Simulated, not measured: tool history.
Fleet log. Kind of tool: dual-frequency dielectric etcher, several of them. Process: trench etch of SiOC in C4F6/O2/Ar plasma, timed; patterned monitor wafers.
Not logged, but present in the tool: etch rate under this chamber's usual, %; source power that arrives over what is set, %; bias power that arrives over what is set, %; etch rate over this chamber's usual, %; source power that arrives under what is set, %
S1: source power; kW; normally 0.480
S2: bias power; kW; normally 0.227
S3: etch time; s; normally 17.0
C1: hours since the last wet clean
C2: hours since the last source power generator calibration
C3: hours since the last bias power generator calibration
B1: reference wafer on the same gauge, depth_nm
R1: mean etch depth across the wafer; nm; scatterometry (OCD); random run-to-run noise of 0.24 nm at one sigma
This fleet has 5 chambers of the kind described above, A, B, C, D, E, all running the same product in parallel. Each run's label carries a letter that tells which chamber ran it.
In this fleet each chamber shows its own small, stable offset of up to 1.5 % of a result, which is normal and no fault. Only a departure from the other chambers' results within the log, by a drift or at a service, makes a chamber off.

Run 1B, hour 8.3: usual settings; C1 456.9; C2 188.2; C3 304.3; B1 47.898. Result: R1 40.685 nm.
Run 2E, hour 17.3: usual settings; C1 359.7; C2 1532.0; C3 2223.2; B1 47.918. Result: R1 40.142 nm.
At hour 24.7: chamber B: wet clean of the chamber.
Run 3A, hour 26.0: usual settings; C1 320.3; C2 2234.6; C3 737.4; B1 47.875. Result: R1 41.153 nm.
Run 4D, hour 31.4: usual settings; C1 572.4; C2 1311.9; C3 581.0; B1 47.909. Result: R1 40.500 nm.
Run 5C, hour 38.8: usual settings but S1 0.570 kW, S3 19.5 s; C1 201.8; C2 246.7; C3 1579.1; B1 47.878. Result: R1 49.730 nm.
Run 6A, hour 47.3: usual settings but S1 0.570 kW, S3 19.5 s; C1 341.6; C2 2255.9; C3 758.7; B1 47.878. Result: R1 50.544 nm.
Run 7B, hour 54.6: usual settings but S1 0.570 kW, S3 19.5 s; C1 29.9; C2 234.5; C3 350.6; B1 47.891. Result: R1 49.773 nm.
Run 8C, hour 63.7: usual settings but S1 0.570 kW, S3 19.5 s; C1 226.7; C2 271.6; C3 1604.0; B1 47.876. Result: R1 49.443 nm.
Run 9D, hour 72.1: usual settings but S1 0.570 kW, S3 19.5 s; C1 613.1; C2 1352.6; C3 621.7; B1 47.844. Result: R1 50.342 nm.
Run 10E, hour 79.4: usual settings; C1 421.8; C2 1594.1; C3 2285.3; B1 47.953. Result: R1 40.343 nm.
Run 11C, hour 84.5: usual settings but S1 0.550 kW; C1 247.5; C2 292.4; C3 1624.8; B1 47.911. Result: R1 42.957 nm.
Run 12A, hour 91.8: usual settings but S1 0.550 kW; C1 386.1; C2 2300.4; C3 803.2; B1 48.024. Result: R1 42.844 nm.
Run 13D, hour 98.7: usual settings but S1 0.550 kW; C1 639.7; C2 1379.2; C3 648.3; B1 47.892. Result: R1 42.907 nm.
Run 14B, hour 103.8: usual settings but S1 0.550 kW; C1 79.1; C2 283.7; C3 399.8; B1 47.968. Result: R1 43.120 nm.
Run 15E, hour 108.8: usual settings but S1 0.550 kW; C1 451.2; C2 1623.5; C3 2314.7; B1 47.876. Result: R1 42.217 nm.
Run 16E, hour 118.3: usual settings but S1 0.530 kW, S2 0.202 kW; C1 460.7; C2 1633.0; C3 2324.2; B1 47.890. Result: R1 39.623 nm.
At hour 119.6: chamber D: wet clean of the chamber.
Run 17D, hour 124.4: usual settings but S1 0.530 kW, S2 0.202 kW; C1 4.8; C2 1404.9; C3 674.0; B1 47.937. Result: R1 40.572 nm.
Run 18A, hour 132.4: usual settings but S1 0.530 kW, S2 0.202 kW; C1 426.7; C2 2341.0; C3 843.8; B1 47.974. Result: R1 40.900 nm.
Run 19C, hour 139.5: usual settings but S1 0.530 kW, S2 0.202 kW; C1 302.5; C2 347.4; C3 1679.8; B1 48.001. Result: R1 40.721 nm.
Run 20B, hour 144.4: usual settings but S1 0.530 kW, S2 0.202 kW; C1 119.7; C2 324.3; C3 440.4; B1 47.902. Result: R1 40.229 nm.
Run 21D, hour 149.3: usual settings but S2 0.177 kW; C1 29.7; C2 1429.8; C3 698.9; B1 47.942. Result: R1 38.051 nm.
Run 22A, hour 158.5: usual settings but S2 0.177 kW; C1 452.8; C2 2367.1; C3 869.9; B1 47.914. Result: R1 37.456 nm.
Run 23E, hour 167.9: usual settings but S2 0.177 kW; C1 510.3; C2 1682.6; C3 2373.8; B1 47.906. Result: R1 36.960 nm.
Run 24B, hour 174.1: usual settings but S2 0.177 kW; C1 149.4; C2 354.0; C3 470.1; B1 47.833. Result: R1 37.124 nm.
Run 25C, hour 179.1: usual settings but S2 0.177 kW; C1 342.1; C2 387.0; C3 1719.4; B1 47.899. Result: R1 37.887 nm.
Run 26E, hour 184.7: usual settings but S2 0.192 kW, S3 18.5 s; C1 527.1; C2 1699.4; C3 2390.6; B1 47.926. Result: R1 41.681 nm.
At hour 186.2: chamber E: wet clean of the chamber.
Run 27C, hour 191.1: usual settings but S2 0.192 kW, S3 18.5 s; C1 354.1; C2 399.0; C3 1731.4; B1 47.875. Result: R1 42.242 nm.
At hour 200.7: chamber E: source power generator calibrated.
Run 28A, hour 201.3: usual settings but S2 0.192 kW, S3 18.5 s; C1 495.6; C2 2409.9; C3 912.7; B1 47.935. Result: R1 41.930 nm.
Run 29B, hour 209.9: usual settings but S2 0.192 kW, S3 18.5 s; C1 185.2; C2 389.8; C3 505.9; B1 47.968. Result: R1 41.801 nm.
Run 30D, hour 216.4: usual settings but S2 0.192 kW, S3 18.5 s; C1 96.8; C2 1496.9; C3 766.0; B1 47.953. Result: R1 42.108 nm.
At hour 224.5: chamber C: wet clean of the chamber.
Run 31D, hour 225.5: usual settings; C1 105.9; C2 1506.0; C3 775.1; B1 47.936. Result: R1 40.498 nm.
Run 32E, hour 234.0: usual settings; C1 47.8; C2 33.4; C3 2439.9; B1 47.986. Result: R1 40.591 nm.
Run 33A, hour 242.6: usual settings; C1 536.9; C2 2451.2; C3 954.0; B1 47.909. Result: R1 40.787 nm.
Run 34C, hour 251.6: usual settings; C1 27.1; C2 459.5; C3 1791.9; B1 47.888. Result: R1 40.644 nm.
Run 35B, hour 256.9: usual settings; C1 232.2; C2 436.8; C3 552.9; B1 47.846. Result: R1 40.608 nm.
Run 36C, hour 264.1: usual settings but S2 0.194 kW; C1 39.6; C2 472.0; C3 1804.4; B1 47.972. Result: R1 38.650 nm.

Does one chamber stand apart from the rest, does the shared gauge drift, or is all well apart from small per-chamber offsets? Give the chamber and the most likely cause, where there is one.

No chamber stands off beyond its own small offset, and the gauge holds steady.
